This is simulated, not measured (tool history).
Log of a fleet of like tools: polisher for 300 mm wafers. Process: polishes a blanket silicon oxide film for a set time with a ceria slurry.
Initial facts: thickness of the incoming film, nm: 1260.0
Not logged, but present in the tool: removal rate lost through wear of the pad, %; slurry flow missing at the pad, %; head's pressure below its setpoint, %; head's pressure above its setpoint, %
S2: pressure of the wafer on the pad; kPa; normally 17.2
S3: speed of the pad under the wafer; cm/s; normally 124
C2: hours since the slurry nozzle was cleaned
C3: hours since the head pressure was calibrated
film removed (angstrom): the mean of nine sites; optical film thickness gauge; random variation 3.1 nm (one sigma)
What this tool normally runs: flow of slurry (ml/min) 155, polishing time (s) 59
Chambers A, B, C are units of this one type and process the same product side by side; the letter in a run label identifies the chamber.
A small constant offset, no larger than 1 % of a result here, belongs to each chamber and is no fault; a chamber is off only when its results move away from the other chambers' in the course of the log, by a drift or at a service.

Run 1A, hour 2.4: usual settings; wafers polished on this pad 306; C2 500.9; C3 171.3. Result: film removed (angstrom) 2529.
Run 2C, hour 6.6: usual settings; wafers polished on this pad 472; C2 34; C3 426.4. Result: film removed (angstrom) 2551.
Run 3B, hour 9.2: usual settings; wafers polished on this pad 1115; C2 51; C3 963.9. Result: film removed (angstrom) 2485.6.
Run 4A, hour 13.1: usual settings; wafers polished on this pad 410; C2 511.6; C3 182. Result: film removed (angstrom) 2553.1.
Run 5B, hour 16.6: usual settings; wafers polished on this pad 1186; C2 58.4; C3 971.3. Result: film removed (angstrom) 2616.
At hour 17.2: chamber B: worn pad replaced by a new one.
Run 6C, hour 20.8: usual settings; wafers polished on this pad 610; C2 48.2; C3 440.6. Result: film removed (angstrom) 2512.7.
Run 7B, hour 24.1: usual settings; wafers polished on this pad 67; C2 65.9; C3 978.8. Result: film removed (angstrom) 2572.8.
Run 8C, hour 26.2: usual settings; wafers polished on this pad 662; C2 53.6; C3 446. Result: film removed (angstrom) 2513.3.
Run 9A, hour 30.8: usual settings but S3 82 cm/s, polishing time (s) 45; wafers polished on this pad 582; C2 529.3; C3 199.7. Result: film removed (angstrom) 1299.5.
Run 10A, hour 32.9: usual settings but S3 82 cm/s, polishing time (s) 45; wafers polished on this pad 603; C2 531.4; C3 201.8. Result: film removed (angstrom) 1301.
Run 11B, hour 36.9: usual settings but S3 82 cm/s, polishing time (s) 45; wafers polished on this pad 192; C2 78.7; C3 991.6. Result: film removed (angstrom) 1277.4.
Run 12C, hour 40: usual settings; wafers polished on this pad 796; C2 67.4; C3 459.8. Result: film removed (angstrom) 2528.
Run 13C, hour 42.7: usual settings but S2 22.1 kPa; wafers polished on this pad 823; C2 70.1; C3 462.5. Result: film removed (angstrom) 3238.8.
Run 14B, hour 46.9: usual settings but S2 22.1 kPa; wafers polished on this pad 289; C2 88.7; C3 1001.6. Result: film removed (angstrom) 3299.8.
Run 15A, hour 50.5: usual settings but S2 22.1 kPa; wafers polished on this pad 774; C2 549; C3 219.4. Result: film removed (angstrom) 3248.1.
Run 16A, hour 54.6: usual settings; wafers polished on this pad 814; C2 553.1; C3 223.5. Result: film removed (angstrom) 2554.2.
Run 17C, hour 59.2: usual settings; wafers polished on this pad 983; C2 86.6; C3 479. Result: film removed (angstrom) 2592.2.
Run 18B, hour 63.3: usual settings; wafers polished on this pad 448; C2 105.1; C3 1018. Result: film removed (angstrom) 2561.7.
Run 19B, hour 66.4: usual settings; wafers polished on this pad 478; C2 108.2; C3 1021.1. Result: film removed (angstrom) 2566.6.
Run 20A, hour 70.4: usual settings; wafers polished on this pad 967; C2 568.9; C3 239.3. Result: film removed (angstrom) 2534.3.
Run 21C, hour 73.8: usual settings; wafers polished on this pad 1125; C2 101.2; C3 493.6. Result: film removed (angstrom) 2588.7.
Run 22A, hour 75.9: usual settings; wafers polished on this pad 1021; C2 574.4; C3 244.8. Result: film removed (angstrom) 2516.8.
Run 23B, hour 78.7: usual settings; wafers polished on this pad 598; C2 120.5; C3 1033.4. Result: film removed (angstrom) 2544.5.
Run 24C, hour 81.5: usual settings; wafers polished on this pad 1200; C2 108.9; C3 501.3. Result: film removed (angstrom) 2585.9.
At hour 85.5: chamber C: worn pad replaced by a new one.
Run 25C, hour 85.8: usual settings; wafers polished on this pad 3; C2 113.2; C3 505.6. Result: film removed (angstrom) 2563.
At hour 87.1: chamber A: worn pad replaced by a new one.
Run 26A, hour 89.6: usual settings but S2 20 kPa, polishing time (s) 79; wafers polished on this pad 25; C2 588.1; C3 258.5. Result: film removed (angstrom) 3844.1.
Run 27B, hour 92.3: usual settings but S2 20 kPa, polishing time (s) 79; wafers polished on this pad 730; C2 134.1; C3 1047. Result: film removed (angstrom) 3930.1.
Run 28C, hour 96.4: usual settings but S2 20 kPa, polishing time (s) 79; wafers polished on this pad 106; C2 123.8; C3 516.2. Result: film removed (angstrom) 3978.1.
Run 29B, hour 100.5: usual settings but flow of slurry (ml/min) 200, S3 158 cm/s; wafers polished on this pad 810; C2 142.3; C3 1055.2. Result: film removed (angstrom) 3342.4.
Run 30A, hour 102.7: usual settings but flow of slurry (ml/min) 200, S3 158 cm/s; wafers polished on this pad 152; C2 601.2; C3 271.6. Result: film removed (angstrom) 3238.9.
Run 31B, hour 106.7: usual settings but flow of slurry (ml/min) 200, S3 158 cm/s; wafers polished on this pad 870; C2 148.5; C3 1061.4. Result: film removed (angstrom) 3332.9.
Run 32C, hour 111.2: usual settings; wafers polished on this pad 250; C2 138.6; C3 531. Result: film removed (angstrom) 2615.5.
Run 33A, hour 114.9: usual settings; wafers polished on this pad 271; C2 613.4; C3 283.8. Result: film removed (angstrom) 2396.9.
Run 34C, hour 118.9: usual settings; wafers polished on this pad 324; C2 146.3; C3 538.7. Result: film removed (angstrom) 2585.
Run 35B, hour 121.9: usual settings; wafers polished on this pad 1018; C2 163.7; C3 1076.6. Result: film removed (angstrom) 2547.8.
Run 36A, hour 125.4: usual settings; wafers polished on this pad 373; C2 623.9; C3 294.3. Result: film removed (angstrom) 2417.2.

For the next run the whole fleet of 3 chambers uses the same settings. Give each chamber's results:
Run 37A, hour 128.8: usual settings. Result: film removed (angstrom) ?.
Run 37B, hour 128.8: usual settings. Result: film removed (angstrom) ?.
Run 37C, hour 128.8: usual settings. Result: film removed (angstrom) ?.

run  film removed (angstrom)
37A                   2439.5
37B                   2576.9
37C                   2553.1
